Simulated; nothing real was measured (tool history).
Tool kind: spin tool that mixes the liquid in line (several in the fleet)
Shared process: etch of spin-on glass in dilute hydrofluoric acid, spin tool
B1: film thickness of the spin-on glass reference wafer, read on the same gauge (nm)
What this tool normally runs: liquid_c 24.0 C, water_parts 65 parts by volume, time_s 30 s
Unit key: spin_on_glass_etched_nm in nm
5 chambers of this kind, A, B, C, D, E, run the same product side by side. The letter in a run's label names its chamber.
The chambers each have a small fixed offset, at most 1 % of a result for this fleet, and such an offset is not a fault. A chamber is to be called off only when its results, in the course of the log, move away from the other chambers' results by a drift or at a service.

{"run": "1B", "hour": 10.2, "liquid_c": 24.0, "water_parts": 65, "time_s": 30, "B1": 99.987, "spin_on_glass_etched_nm": 23.571}
{"run": "2C", "hour": 21.1, "liquid_c": 24.0, "water_parts": 65, "time_s": 30, "B1": 99.967, "spin_on_glass_etched_nm": 23.841}
{"run": "3E", "hour": 30.0, "liquid_c": 24.0, "water_parts": 65, "time_s": 30, "B1": 100.01, "spin_on_glass_etched_nm": 23.318}
{"run": "4D", "hour": 43.3, "liquid_c": 24.0, "water_parts": 65, "time_s": 30, "B1": 100.03, "spin_on_glass_etched_nm": 23.359}
{"run": "5A", "hour": 52.9, "liquid_c": 24.0, "water_parts": 65, "time_s": 30, "B1": 99.969, "spin_on_glass_etched_nm": 23.715}
{"run": "6A", "hour": 63.3, "liquid_c": 24.0, "water_parts": 65, "time_s": 30, "B1": 99.976, "spin_on_glass_etched_nm": 23.616}
{"hour": 74.2, "done": "chamber D: hydrofluoric acid flow meter replaced"}
{"run": "7D", "hour": 75.9, "liquid_c": 24.0, "water_parts": 65, "time_s": 30, "B1": 99.982, "spin_on_glass_etched_nm": 23.405}
{"run": "8E", "hour": 88.1, "liquid_c": 24.0, "water_parts": 65, "time_s": 30, "B1": 99.994, "spin_on_glass_etched_nm": 23.246}
{"run": "9B", "hour": 97.8, "liquid_c": 24.0, "water_parts": 65, "time_s": 30, "B1": 99.949, "spin_on_glass_etched_nm": 23.619}
{"run": "10C", "hour": 105.9, "liquid_c": 24.0, "water_parts": 65, "time_s": 30, "B1": 100.01, "spin_on_glass_etched_nm": 23.738}
{"run": "11A", "hour": 113.9, "liquid_c": 24.0, "water_parts": 65, "time_s": 30, "B1": 100.0, "spin_on_glass_etched_nm": 23.897}
{"run": "12B", "hour": 122.8, "liquid_c": 20.5, "water_parts": 40, "time_s": 30, "B1": 99.997, "spin_on_glass_etched_nm": 33.936}
{"run": "13D", "hour": 133.1, "liquid_c": 20.5, "water_parts": 40, "time_s": 30, "B1": 99.996, "spin_on_glass_etched_nm": 33.974}
{"run": "14C", "hour": 139.7, "liquid_c": 20.5, "water_parts": 40, "time_s": 30, "B1": 99.996, "spin_on_glass_etched_nm": 34.22}
{"run": "15E", "hour": 145.9, "liquid_c": 20.5, "water_parts": 40, "time_s": 30, "B1": 100.02, "spin_on_glass_etched_nm": 34.41}
{"run": "16A", "hour": 158.2, "liquid_c": 20.5, "water_parts": 40, "time_s": 30, "B1": 99.997, "spin_on_glass_etched_nm": 35.483}
{"run": "17C", "hour": 164.4, "liquid_c": 24.0, "water_parts": 65, "time_s": 30, "B1": 100.04, "spin_on_glass_etched_nm": 23.616}
{"run": "18E", "hour": 176.4, "liquid_c": 24.0, "water_parts": 65, "time_s": 30, "B1": 100.02, "spin_on_glass_etched_nm": 23.376}
{"run": "19B", "hour": 187.8, "liquid_c": 24.0, "water_parts": 65, "time_s": 30, "B1": 99.98, "spin_on_glass_etched_nm": 23.456}
{"hour": 192.8, "done": "chamber B: hydrofluoric acid flow meter replaced"}
{"run": "20D", "hour": 199.7, "liquid_c": 24.0, "water_parts": 65, "time_s": 30, "B1": 99.986, "spin_on_glass_etched_nm": 23.168}
{"run": "21B", "hour": 209.1, "liquid_c": 24.0, "water_parts": 65, "time_s": 30, "B1": 99.981, "spin_on_glass_etched_nm": 23.1}
{"run": "22E", "hour": 219.1, "liquid_c": 24.0, "water_parts": 65, "time_s": 15, "B1": 100.0, "spin_on_glass_etched_nm": 11.747}
{"run": "23C", "hour": 228.3, "liquid_c": 24.0, "water_parts": 65, "time_s": 15, "B1": 100.04, "spin_on_glass_etched_nm": 11.766}
{"run": "24A", "hour": 235.0, "liquid_c": 24.0, "water_parts": 65, "time_s": 15, "B1": 100.01, "spin_on_glass_etched_nm": 12.28}
{"run": "25D", "hour": 245.8, "liquid_c": 24.0, "water_parts": 65, "time_s": 15, "B1": 100.01, "spin_on_glass_etched_nm": 11.606}
{"run": "26E", "hour": 253.5, "liquid_c": 24.0, "water_parts": 65, "time_s": 15, "B1": 100.0, "spin_on_glass_etched_nm": 11.857}
{"run": "27C", "hour": 260.2, "liquid_c": 24.0, "water_parts": 65, "time_s": 30, "B1": 100.03, "spin_on_glass_etched_nm": 23.562}
{"run": "28A", "hour": 269.5, "liquid_c": 24.0, "water_parts": 65, "time_s": 30, "B1": 99.982, "spin_on_glass_etched_nm": 25.052}
{"run": "29D", "hour": 281.8, "liquid_c": 24.0, "water_parts": 80, "time_s": 45, "B1": 99.998, "spin_on_glass_etched_nm": 27.933}
{"run": "30B", "hour": 289.5, "liquid_c": 24.0, "water_parts": 80, "time_s": 45, "B1": 99.982, "spin_on_glass_etched_nm": 28.221}

Next, every chamber runs the same settings. What will each give?
{"run": "31A", "hour": 299.2, "liquid_c": 24.0, "water_parts": 55, "time_s": 30, "spin_on_glass_etched_nm": "?"}
{"run": "31B", "hour": 299.2, "liquid_c": 24.0, "water_parts": 55, "time_s": 30, "spin_on_glass_etched_nm": "?"}
{"run": "31C", "hour": 299.2, "liquid_c": 24.0, "water_parts": 55, "time_s": 30, "spin_on_glass_etched_nm": "?"}
{"run": "31D", "hour": 299.2, "liquid_c": 24.0, "water_parts": 55, "time_s": 30, "spin_on_glass_etched_nm": "?"}
{"run": "31E", "hour": 299.2, "liquid_c": 24.0, "water_parts": 55, "time_s": 30, "spin_on_glass_etched_nm": "?"}

run=31A spin_on_glass_etched_nm=29.861
run=31B spin_on_glass_etched_nm=27.607
run=31C spin_on_glass_etched_nm=28.331
run=31D spin_on_glass_etched_nm=28.312
run=31E spin_on_glass_etched_nm=28.428

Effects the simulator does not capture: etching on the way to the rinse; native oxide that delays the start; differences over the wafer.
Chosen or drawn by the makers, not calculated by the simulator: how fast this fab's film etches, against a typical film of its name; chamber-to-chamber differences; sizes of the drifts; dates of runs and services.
